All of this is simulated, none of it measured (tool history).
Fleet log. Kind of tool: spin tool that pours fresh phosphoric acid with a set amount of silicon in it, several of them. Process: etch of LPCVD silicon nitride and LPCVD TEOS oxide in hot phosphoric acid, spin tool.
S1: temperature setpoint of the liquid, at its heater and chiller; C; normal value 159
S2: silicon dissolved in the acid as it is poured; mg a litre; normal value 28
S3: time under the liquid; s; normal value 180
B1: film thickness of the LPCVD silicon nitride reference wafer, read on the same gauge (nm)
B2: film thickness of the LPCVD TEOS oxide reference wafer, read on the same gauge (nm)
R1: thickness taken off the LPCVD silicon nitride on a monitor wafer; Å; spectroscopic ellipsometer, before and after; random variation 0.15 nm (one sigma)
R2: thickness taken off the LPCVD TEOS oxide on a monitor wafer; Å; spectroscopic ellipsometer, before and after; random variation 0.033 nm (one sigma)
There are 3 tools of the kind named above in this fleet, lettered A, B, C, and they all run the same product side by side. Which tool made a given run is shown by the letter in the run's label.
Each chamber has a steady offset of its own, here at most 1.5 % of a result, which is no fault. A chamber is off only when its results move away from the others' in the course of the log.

| run | day | S1 | S2 | S3 | B1 | B2 | R1 | R2 |
|---|---|---|---|---|---|---|---|---|
| 1C | 0.246 | 159 | 28 | 180 | 40.022 | 80 | 169.39 | 4.019 |
| 2A | 0.408 | 159 | 28 | 180 | 40.034 | 80.041 | 172.87 | 3.9645 |
| 3B | 0.642 | 159 | 28 | 180 | 39.979 | 80.001 | 171.13 | 3.1787 |
| 4B | 0.842 | 159 | 28 | 180 | 39.955 | 79.988 | 170.98 | 4.3277 |
| 5A | 1.088 | 159 | 28 | 180 | 40.025 | 79.96 | 174.59 | 3.4749 |
| 6C | 1.421 | 159 | 28 | 180 | 40.028 | 80.016 | 169.05 | 3.6851 |
| 7C | 1.621 | 159 | 19.5 | 180 | 39.962 | 79.977 | 168.77 | 4.9538 |
| 8A | 1.783 | 159 | 19.5 | 180 | 39.999 | 80 | 171.11 | 4.9863 |
| 9B | 2.112 | 159 | 19.5 | 180 | 39.991 | 80.004 | 171.2 | 4.8763 |
| 10B | 2.45 | 159 | 28 | 180 | 39.978 | 79.993 | 171.56 | 3.8054 |
| 11C | 2.7 | 159 | 28 | 180 | 39.968 | 79.993 | 171.51 | 3.8728 |
| 12A | 2.85 | 159 | 28 | 180 | 40.025 | 79.976 | 171.12 | 4.5075 |
| 13C | 3.162 | 159 | 28 | 180 | 40.018 | 79.993 | 170.52 | 3.2981 |
| 14A | 3.383 | 159 | 28 | 180 | 40.001 | 80 | 168.83 | 3.9017 |
| 15B | 3.583 | 159 | 28 | 75 | 40.005 | 80.024 | 72.357 | 1.6167 |
| 16C | 3.9 | 159 | 28 | 75 | 40.017 | 79.989 | 71.304 | 1.4954 |
| 17B | 4.133 | 159 | 28 | 75 | 40.016 | 79.984 | 71.126 | 1.599 |
| 18A | 4.325 | 159 | 28 | 180 | 39.994 | 79.997 | 172.33 | 3.6831 |
| 19C | 4.65 | 159 | 28 | 180 | 39.973 | 80.005 | 166.51 | 2.7716 |
| 20B | 4.867 | 159 | 28 | 180 | 39.972 | 79.984 | 170.39 | 3.724 |
| 21A | 5.15 | 159 | 28 | 180 | 40.004 | 79.944 | 171.64 | 3.7137 |
|  | 5.2 | chamber B: thermometer replaced |
|  | 5.417 | chamber A: dissolved silicon flow meter replaced |
| 22C | 5.425 | 159 | 28 | 180 | 40.055 | 79.983 | 166.37 | 3.9242 |
| 23B | 5.746 | 159 | 28 | 180 | 39.999 | 80 | 169.87 | 3.9132 |
| 24A | 5.962 | 157 | 28 | 225 | 40.003 | 80.015 | 200.83 | 3.9021 |
| 25A | 6.275 | 157 | 28 | 225 | 39.978 | 80.006 | 198.2 | 3.8877 |
| 26C | 6.575 | 157 | 28 | 225 | 39.981 | 79.962 | 192.79 | 3.7699 |
| 27B | 6.838 | 159 | 28 | 180 | 39.977 | 79.988 | 168.13 | 3.9354 |
| 28A | 7.108 | 159 | 28 | 180 | 40.04 | 79.98 | 173.49 | 3.5777 |
| 29B | 7.312 | 159 | 28 | 180 | 39.943 | 79.972 | 170.41 | 3.7778 |
| 30C | 7.504 | 159 | 28 | 180 | 39.982 | 80.009 | 161.76 | 3.4547 |
|  | 7.696 | chamber A: thermometer replaced |
| 31C | 7.733 | 159 | 28 | 180 | 40.007 | 79.977 | 165.81 | 3.1614 |
| 32A | 7.925 | 159 | 28 | 180 | 40.036 | 79.987 | 171.23 | 3.7439 |
| 33B | 8.112 | 159 | 28 | 180 | 40.015 | 80.055 | 169.74 | 4.5357 |
| 34A | 8.438 | 159 | 28 | 180 | 39.999 | 80.001 | 171.31 | 3.8978 |
| 35B | 8.688 | 161.5 | 28 | 265 | 40.008 | 80.011 | 271.28 | 7.756 |
| 36C | 9.029 | 161.5 | 28 | 265 | 40.028 | 79.965 | 254.57 | 6.5359 |
| 37A | 9.225 | 161.5 | 28 | 265 | 40 | 80.024 | 279.7 | 7.0577 |
| 38B | 9.467 | 159 | 28 | 180 | 40.004 | 80.005 | 170.03 | 3.8911 |

What goes on in this fleet: one chamber off, a drifting gauge, or nothing beyond the chambers' own small offsets? Name the chamber and the cause, if any.

One chamber, C, drifts off from the rest bit by bit.
What lies behind it: temperature lost on the way to the wafer (K) = 1.62.
The log may not separate it from: liquid colder than its thermometer reads (K).

Below are 4 candidate recipes for chamber C's next run, each the usual settings with a change, their results shown as question marks. Which of them brings C's results back in line with what the other chambers give on the usual settings?
Allowed miss from the other chambers' usual-settings mean, per result, to count as in line: R1 5.2 Å; R2 1.1 Å
| 39C-1 | 9.712 | 159 | 26.5 | 190 |  |  | ? | ? |
| 39C-2 | 9.712 | 159 | 24.5 | 205 |  |  | ? | ? |
| 39C-3 | 9.712 | 159 | 29.5 | 170 |  |  | ? | ? |
| 39C-4 | 9.712 | 159 | 31.5 | 155 |  |  | ? | ? |

Other chambers, usual settings, mean: R1 171.26 Å; R2 3.818 Å
| run | R1 | R2 |
|---|---|---|
| 39C-1 | 169.09 | 3.6449 |
| 39C-2 | 182.44 | 4.2224 |
| 39C-3 | 151.29 | 2.9179 |
| 39C-4 | 137.94 | 2.4414 |
Change 39C-1 lands the chamber within the allowed miss of the other chambers.
